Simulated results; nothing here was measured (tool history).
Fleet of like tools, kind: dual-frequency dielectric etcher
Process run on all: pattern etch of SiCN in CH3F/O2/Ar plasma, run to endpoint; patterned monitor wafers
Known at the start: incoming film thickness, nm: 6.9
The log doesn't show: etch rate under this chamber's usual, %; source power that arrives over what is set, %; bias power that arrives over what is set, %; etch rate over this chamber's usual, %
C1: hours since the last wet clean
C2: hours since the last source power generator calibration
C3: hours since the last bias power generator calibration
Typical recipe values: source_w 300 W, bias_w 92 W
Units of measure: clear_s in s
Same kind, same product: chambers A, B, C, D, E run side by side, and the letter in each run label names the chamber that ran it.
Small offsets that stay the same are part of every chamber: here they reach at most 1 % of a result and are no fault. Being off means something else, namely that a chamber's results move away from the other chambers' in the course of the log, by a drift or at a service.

Run 1D, hour 7.3: usual settings; C1 291.6; C2 3170; C3 1099.3. Result: clear_s 18.676 s.
Run 2C, hour 15.8: usual settings; C1 336.3; C2 1355.8; C3 1165.4. Result: clear_s 18.624 s.
Run 3B, hour 26.2: usual settings; C1 225.5; C2 715.4; C3 4149.5. Result: clear_s 18.738 s.
Run 4E, hour 33.6: usual settings; C1 305.2; C2 1200.8; C3 946.4. Result: clear_s 18.693 s.
Run 5A, hour 41: usual settings; C1 550.3; C2 2688.6; C3 978.2. Result: clear_s 18.784 s.
Run 6A, hour 49.8: usual settings; C1 559.1; C2 2697.4; C3 987. Result: clear_s 18.793 s.
Run 7C, hour 55.3: usual settings; C1 375.8; C2 1395.3; C3 1204.9. Result: clear_s 18.698 s.
Run 8B, hour 61.2: usual settings; C1 260.5; C2 750.4; C3 4184.5. Result: clear_s 18.702 s.
Run 9E, hour 68.8: usual settings; C1 340.4; C2 1236; C3 981.6. Result: clear_s 18.721 s.
Run 10D, hour 79.2: usual settings; C1 363.5; C2 3241.9; C3 1171.2. Result: clear_s 18.668 s.
At hour 88.3: chamber C: wet clean of the chamber.
Run 11D, hour 90.4: usual settings; C1 374.7; C2 3253.1; C3 1182.4. Result: clear_s 18.679 s.
Run 12A, hour 97.8: usual settings; C1 607.1; C2 2745.4; C3 1035. Result: clear_s 18.851 s.
Run 13B, hour 109: usual settings; C1 308.3; C2 798.2; C3 4232.3. Result: clear_s 18.689 s.
Run 14C, hour 117.5: usual settings; C1 29.2; C2 1457.5; C3 1267.1. Result: clear_s 18.79 s.
At hour 118.5: chamber A: wet clean of the chamber.
Run 15E, hour 129.1: usual settings; C1 400.7; C2 1296.3; C3 1041.9. Result: clear_s 18.67 s.
Run 16D, hour 136.5: usual settings but source_w 250 W; C1 420.8; C2 3299.2; C3 1228.5. Result: clear_s 20.065 s.
At hour 141.7: chamber B: wet clean of the chamber.
Run 17B, hour 144.6: usual settings but source_w 250 W; C1 3; C2 833.8; C3 4267.9. Result: clear_s 19.967 s.
Run 18C, hour 152: usual settings but source_w 250 W; C1 63.7; C2 1492; C3 1301.6. Result: clear_s 20.045 s.
Run 19E, hour 157.8: usual settings but source_w 250 W; C1 429.4; C2 1325; C3 1070.6. Result: clear_s 19.993 s.
Run 20A, hour 168.6: usual settings but source_w 250 W; C1 50.1; C2 2816.2; C3 1105.8. Result: clear_s 20.143 s.
Run 21D, hour 176.3: usual settings; C1 460.6; C2 3339; C3 1268.3. Result: clear_s 18.842 s.
At hour 182.3: chamber E: wet clean of the chamber.
Run 22B, hour 187.7: usual settings but source_w 260 W, bias_w 84 W; C1 46.1; C2 876.9; C3 4311. Result: clear_s 20.287 s.
Run 23C, hour 193.2: usual settings but source_w 260 W, bias_w 84 W; C1 104.9; C2 1533.2; C3 1342.8. Result: clear_s 20.277 s.
Run 24A, hour 199.2: usual settings but source_w 260 W, bias_w 84 W; C1 80.7; C2 2846.8; C3 1136.4. Result: clear_s 20.581 s.
Run 25E, hour 210.3: usual settings but source_w 260 W, bias_w 84 W; C1 28.1; C2 1377.5; C3 1123.1. Result: clear_s 20.504 s.
Run 26D, hour 219.1: usual settings but source_w 260 W, bias_w 84 W; C1 503.4; C2 3381.8; C3 1311.1. Result: clear_s 20.628 s.
Run 27A, hour 227.7: usual settings; C1 109.2; C2 2875.3; C3 1164.9. Result: clear_s 18.725 s.
Run 28E, hour 235.7: usual settings but source_w 230 W; C1 53.5; C2 1402.9; C3 1148.5. Result: clear_s 20.749 s.
Run 29B, hour 241.2: usual settings but source_w 230 W; C1 99.6; C2 930.4; C3 4364.5. Result: clear_s 20.523 s.
Run 30C, hour 252.8: usual settings but source_w 230 W; C1 164.5; C2 1592.8; C3 1402.4. Result: clear_s 20.524 s.
Run 31A, hour 259.8: usual settings but source_w 230 W; C1 141.3; C2 2907.4; C3 1197. Result: clear_s 20.678 s.
Run 32C, hour 268.4: usual settings but source_w 230 W; C1 180.1; C2 1608.4; C3 1418. Result: clear_s 20.557 s.
Run 33E, hour 276.6: usual settings but source_w 360 W; C1 94.4; C2 1443.8; C3 1189.4. Result: clear_s 17.526 s.
Run 34B, hour 287.8: usual settings but source_w 360 W; C1 146.2; C2 977; C3 4411.1. Result: clear_s 17.477 s.
Run 35D, hour 296.5: usual settings but source_w 360 W; C1 580.8; C2 3459.2; C3 1388.5. Result: clear_s 17.803 s.
Run 36E, hour 303.1: usual settings but source_w 360 W; C1 120.9; C2 1470.3; C3 1215.9. Result: clear_s 17.572 s.
Run 37A, hour 314.9: usual settings but source_w 360 W; C1 196.4; C2 2962.5; C3 1252.1. Result: clear_s 17.566 s.

Has any chamber moved away from the others, gradually or after a service, or does the common gauge drift, or do the chambers differ only by their own small steady offsets? State the chamber and the most likely cause if one applies.

Chamber D drifts away from the others.
Cause: etch rate under this chamber's usual, % = 2.53.

Chamber D could run next with any of the 4 candidate recipes listed below; each alters the usual settings, and their results appear as question marks. Which one brings its results back in line with what the other chambers deliver on the usual settings?
A result is in line if it is within this distance of the other chambers' mean on the usual settings: clear_s 0.23 s
Run 38D-1, hour 323.9: usual settings but bias_w 102 W. Result: clear_s ?.
Run 38D-2, hour 323.9: usual settings but bias_w 97 W. Result: clear_s ?.
Run 38D-3, hour 323.9: usual settings but source_w 270 W. Result: clear_s ?.
Run 38D-4, hour 323.9: usual settings but source_w 280 W. Result: clear_s ?.

On the usual settings, the other chambers give on average: clear_s 18.721 s
  run  clear_s
38D-1   18.357
38D-2   18.716
38D-3   19.845
38D-4   19.584
The answer is 38D-2, which returns the chamber to within the allowed miss of the others.
